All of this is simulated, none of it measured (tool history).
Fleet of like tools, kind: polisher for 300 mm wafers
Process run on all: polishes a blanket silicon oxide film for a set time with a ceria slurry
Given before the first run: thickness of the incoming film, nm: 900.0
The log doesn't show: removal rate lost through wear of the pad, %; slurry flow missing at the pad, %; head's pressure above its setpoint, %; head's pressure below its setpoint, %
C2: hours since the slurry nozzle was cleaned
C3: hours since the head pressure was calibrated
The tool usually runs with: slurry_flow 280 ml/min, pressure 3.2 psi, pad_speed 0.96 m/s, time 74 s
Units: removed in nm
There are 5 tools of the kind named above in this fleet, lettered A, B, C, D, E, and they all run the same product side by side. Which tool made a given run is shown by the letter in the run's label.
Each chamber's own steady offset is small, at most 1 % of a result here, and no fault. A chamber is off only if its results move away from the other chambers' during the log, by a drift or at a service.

{"run": "1E", "day": 0.333, "slurry_flow": 280, "pressure": 3.2, "pad_speed": 0.96, "time": 74, "wafers polished on this pad": 364, "C2": 457.8, "C3": 972.8, "removed": 314.81}
{"day": 0.742, "done": "chamber D: worn pad replaced by a new one"}
{"run": "2C", "day": 0.854, "slurry_flow": 280, "pressure": 3.2, "pad_speed": 0.96, "time": 74, "wafers polished on this pad": 537, "C2": 449.9, "C3": 1236.7, "removed": 327}
{"day": 1.0, "done": "chamber C: worn pad replaced by a new one"}
{"run": "3B", "day": 1.362, "slurry_flow": 280, "pressure": 3.2, "pad_speed": 0.96, "time": 74, "wafers polished on this pad": 698, "C2": 119.1, "C3": 376.7, "removed": 318.8}
{"day": 1.4, "done": "chamber B: worn pad replaced by a new one"}
{"run": "4A", "day": 1.85, "slurry_flow": 280, "pressure": 3.2, "pad_speed": 0.96, "time": 74, "wafers polished on this pad": 655, "C2": 86.7, "C3": 492.9, "removed": 317.81}
{"day": 1.958, "done": "chamber C: head pressure recalibrated"}
{"day": 2.125, "done": "chamber A: head pressure recalibrated"}
{"run": "5D", "day": 2.392, "slurry_flow": 280, "pressure": 3.2, "pad_speed": 0.96, "time": 74, "wafers polished on this pad": 326, "C2": 451.5, "C3": 1016.2, "removed": 322.99}
{"run": "6E", "day": 2.8, "slurry_flow": 280, "pressure": 3.2, "pad_speed": 0.96, "time": 74, "wafers polished on this pad": 851, "C2": 517, "C3": 1032, "removed": 316.24}
{"day": 3.004, "done": "chamber B: head pressure recalibrated"}
{"day": 3.175, "done": "chamber E: worn pad replaced by a new one"}
{"run": "7A", "day": 3.362, "slurry_flow": 280, "pressure": 3.2, "pad_speed": 0.96, "time": 74, "wafers polished on this pad": 954, "C2": 123, "C3": 29.8, "removed": 324.89}
{"run": "8B", "day": 3.638, "slurry_flow": 280, "pressure": 3.2, "pad_speed": 0.96, "time": 74, "wafers polished on this pad": 441, "C2": 173.7, "C3": 15.3, "removed": 321.63}
{"day": 3.7, "done": "chamber A: worn pad replaced by a new one"}
{"run": "9D", "day": 4.138, "slurry_flow": 200, "pressure": 3.2, "pad_speed": 0.96, "time": 74, "wafers polished on this pad": 670, "C2": 493.4, "C3": 1058.1, "removed": 304.8}
{"day": 4.504, "done": "chamber C: worn pad replaced by a new one"}
{"run": "10C", "day": 4.571, "slurry_flow": 200, "pressure": 3.2, "pad_speed": 0.96, "time": 74, "wafers polished on this pad": 13, "C2": 539.1, "C3": 62.8, "removed": 304.33}
{"day": 4.892, "done": "chamber E: slurry nozzle cleaned"}
{"run": "11D", "day": 4.988, "slurry_flow": 200, "pressure": 3.2, "pad_speed": 0.96, "time": 74, "wafers polished on this pad": 838, "C2": 513.8, "C3": 1078.5, "removed": 310.25}
{"run": "12C", "day": 5.412, "slurry_flow": 200, "pressure": 3.2, "pad_speed": 0.96, "time": 74, "wafers polished on this pad": 179, "C2": 559.3, "C3": 83, "removed": 315.42}
{"day": 5.788, "done": "chamber B: worn pad replaced by a new one"}
{"run": "13E", "day": 5.796, "slurry_flow": 200, "pressure": 3.2, "pad_speed": 0.96, "time": 74, "wafers polished on this pad": 517, "C2": 21.8, "C3": 1103.9, "removed": 307.46}
{"run": "14A", "day": 6.046, "slurry_flow": 280, "pressure": 3.2, "pad_speed": 0.96, "time": 74, "wafers polished on this pad": 462, "C2": 187.4, "C3": 94.2, "removed": 322.68}
{"run": "15B", "day": 6.4, "slurry_flow": 280, "pressure": 3.2, "pad_speed": 0.96, "time": 74, "wafers polished on this pad": 121, "C2": 240, "C3": 81.6, "removed": 319.52}
{"run": "16B", "day": 6.788, "slurry_flow": 280, "pressure": 3.2, "pad_speed": 0.96, "time": 74, "wafers polished on this pad": 197, "C2": 249.3, "C3": 90.9, "removed": 329.1}
{"run": "17D", "day": 7.05, "slurry_flow": 280, "pressure": 3.2, "pad_speed": 0.96, "time": 74, "wafers polished on this pad": 1245, "C2": 563.3, "C3": 1128, "removed": 317.7}
{"day": 7.483, "done": "chamber D: worn pad replaced by a new one"}
{"run": "18C", "day": 7.512, "slurry_flow": 320, "pressure": 3.2, "pad_speed": 0.96, "time": 74, "wafers polished on this pad": 593, "C2": 609.7, "C3": 133.4, "removed": 323.63}
{"run": "19E", "day": 7.762, "slurry_flow": 320, "pressure": 3.2, "pad_speed": 0.96, "time": 74, "wafers polished on this pad": 905, "C2": 69, "C3": 1151.1, "removed": 325.47}
{"day": 7.888, "done": "chamber A: worn pad replaced by a new one"}
{"run": "20A", "day": 8.054, "slurry_flow": 320, "pressure": 3.2, "pad_speed": 0.96, "time": 74, "wafers polished on this pad": 33, "C2": 235.6, "C3": 142.4, "removed": 327.55}
{"day": 8.1, "done": "chamber C: worn pad replaced by a new one"}
{"day": 8.258, "done": "chamber E: worn pad replaced by a new one"}
{"run": "21D", "day": 8.538, "slurry_flow": 320, "pressure": 3.2, "pad_speed": 0.96, "time": 74, "wafers polished on this pad": 208, "C2": 599, "C3": 1163.7, "removed": 315.61}
{"day": 8.721, "done": "chamber E: head pressure recalibrated"}
{"day": 8.804, "done": "chamber B: slurry nozzle cleaned"}
{"run": "22A", "day": 8.858, "slurry_flow": 320, "pressure": 3.2, "pad_speed": 0.96, "time": 74, "wafers polished on this pad": 191, "C2": 254.9, "C3": 161.7, "removed": 317.65}
{"run": "23B", "day": 9.346, "slurry_flow": 280, "pressure": 3.2, "pad_speed": 0.96, "time": 74, "wafers polished on this pad": 702, "C2": 13, "C3": 152.3, "removed": 317.29}
{"day": 9.488, "done": "chamber C: slurry nozzle cleaned"}
{"run": "24C", "day": 9.679, "slurry_flow": 280, "pressure": 3.2, "pad_speed": 0.96, "time": 74, "wafers polished on this pad": 311, "C2": 4.7, "C3": 185.4, "removed": 322.28}
{"day": 10.017, "done": "chamber D: head pressure recalibrated"}
{"day": 10.029, "done": "chamber B: worn pad replaced by a new one"}
{"run": "25E", "day": 10.171, "slurry_flow": 280, "pressure": 2.4, "pad_speed": 1.08, "time": 74, "wafers polished on this pad": 377, "C2": 126.8, "C3": 34.9, "removed": 266.89}
{"run": "26C", "day": 10.475, "slurry_flow": 280, "pressure": 2.4, "pad_speed": 1.08, "time": 74, "wafers polished on this pad": 468, "C2": 23.8, "C3": 204.5, "removed": 273.93}
{"day": 10.888, "done": "chamber C: worn pad replaced by a new one"}
{"run": "27A", "day": 10.962, "slurry_flow": 280, "pressure": 2.4, "pad_speed": 1.08, "time": 74, "wafers polished on this pad": 607, "C2": 305.4, "C3": 212.2, "removed": 267.91}
{"run": "28D", "day": 11.367, "slurry_flow": 280, "pressure": 2.4, "pad_speed": 1.08, "time": 74, "wafers polished on this pad": 766, "C2": 666.9, "C3": 32.4, "removed": 240.31}
{"run": "29B", "day": 11.608, "slurry_flow": 280, "pressure": 2.4, "pad_speed": 1.08, "time": 74, "wafers polished on this pad": 311, "C2": 67.3, "C3": 206.6, "removed": 271.11}
{"run": "30E", "day": 11.996, "slurry_flow": 280, "pressure": 3.2, "pad_speed": 0.96, "time": 74, "wafers polished on this pad": 737, "C2": 170.6, "C3": 78.7, "removed": 312.26}
{"day": 12.025, "done": "chamber A: worn pad replaced by a new one"}
{"run": "31D", "day": 12.442, "slurry_flow": 280, "pressure": 3.2, "pad_speed": 0.96, "time": 74, "wafers polished on this pad": 978, "C2": 692.7, "C3": 58.2, "removed": 295.36}
{"day": 12.671, "done": "chamber E: worn pad replaced by a new one"}
{"run": "32E", "day": 12.808, "slurry_flow": 280, "pressure": 3.2, "pad_speed": 0.96, "time": 53, "wafers polished on this pad": 27, "C2": 190.1, "C3": 98.2, "removed": 229.66}
{"day": 12.979, "done": "chamber A: slurry nozzle cleaned"}
{"run": "33C", "day": 13.346, "slurry_flow": 280, "pressure": 3.2, "pad_speed": 0.96, "time": 53, "wafers polished on this pad": 484, "C2": 92.7, "C3": 273.4, "removed": 233.14}
{"day": 13.846, "done": "chamber C: worn pad replaced by a new one"}
{"run": "34B", "day": 13.858, "slurry_flow": 280, "pressure": 3.2, "pad_speed": 0.96, "time": 53, "wafers polished on this pad": 755, "C2": 121.3, "C3": 260.6, "removed": 232.5}
{"day": 14.196, "done": "chamber D: worn pad replaced by a new one"}
{"run": "35A", "day": 14.208, "slurry_flow": 280, "pressure": 3.2, "pad_speed": 0.96, "time": 53, "wafers polished on this pad": 431, "C2": 29.6, "C3": 290.1, "removed": 227.22}
{"day": 14.312, "done": "chamber B: worn pad replaced by a new one"}
{"run": "36B", "day": 14.612, "slurry_flow": 280, "pressure": 3.2, "pad_speed": 0.96, "time": 53, "wafers polished on this pad": 59, "C2": 139.4, "C3": 278.7, "removed": 226.33}
{"run": "37C", "day": 14.9, "slurry_flow": 280, "pressure": 3.2, "pad_speed": 0.96, "time": 74, "wafers polished on this pad": 208, "C2": 130, "C3": 310.7, "removed": 323.05}
{"run": "38D", "day": 15.225, "slurry_flow": 280, "pressure": 3.2, "pad_speed": 0.96, "time": 74, "wafers polished on this pad": 203, "C2": 759.5, "C3": 125, "removed": 286.47}
{"run": "39E", "day": 15.521, "slurry_flow": 280, "pressure": 3.2, "pad_speed": 0.96, "time": 74, "wafers polished on this pad": 562, "C2": 255.2, "C3": 163.3, "removed": 311.59}
{"run": "40A", "day": 15.771, "slurry_flow": 280, "pressure": 3.2, "pad_speed": 0.96, "time": 74, "wafers polished on this pad": 739, "C2": 67.1, "C3": 327.6, "removed": 315.5}

Next, all 5 chambers run the settings below, one line each with question marks for the results. What does each chamber give?
{"run": "41A", "day": 16.175, "slurry_flow": 215, "pressure": 3.2, "pad_speed": 0.96, "time": 74, "removed": "?"}
{"run": "41B", "day": 16.175, "slurry_flow": 215, "pressure": 3.2, "pad_speed": 0.96, "time": 74, "removed": "?"}
{"run": "41C", "day": 16.175, "slurry_flow": 215, "pressure": 3.2, "pad_speed": 0.96, "time": 74, "removed": "?"}
{"run": "41D", "day": 16.175, "slurry_flow": 215, "pressure": 3.2, "pad_speed": 0.96, "time": 74, "removed": "?"}
{"run": "41E", "day": 16.175, "slurry_flow": 215, "pressure": 3.2, "pad_speed": 0.96, "time": 74, "removed": "?"}

run=41A removed=312.05
run=41B removed=310.22
run=41C removed=315.87
run=41D removed=275.17
run=41E removed=316.3

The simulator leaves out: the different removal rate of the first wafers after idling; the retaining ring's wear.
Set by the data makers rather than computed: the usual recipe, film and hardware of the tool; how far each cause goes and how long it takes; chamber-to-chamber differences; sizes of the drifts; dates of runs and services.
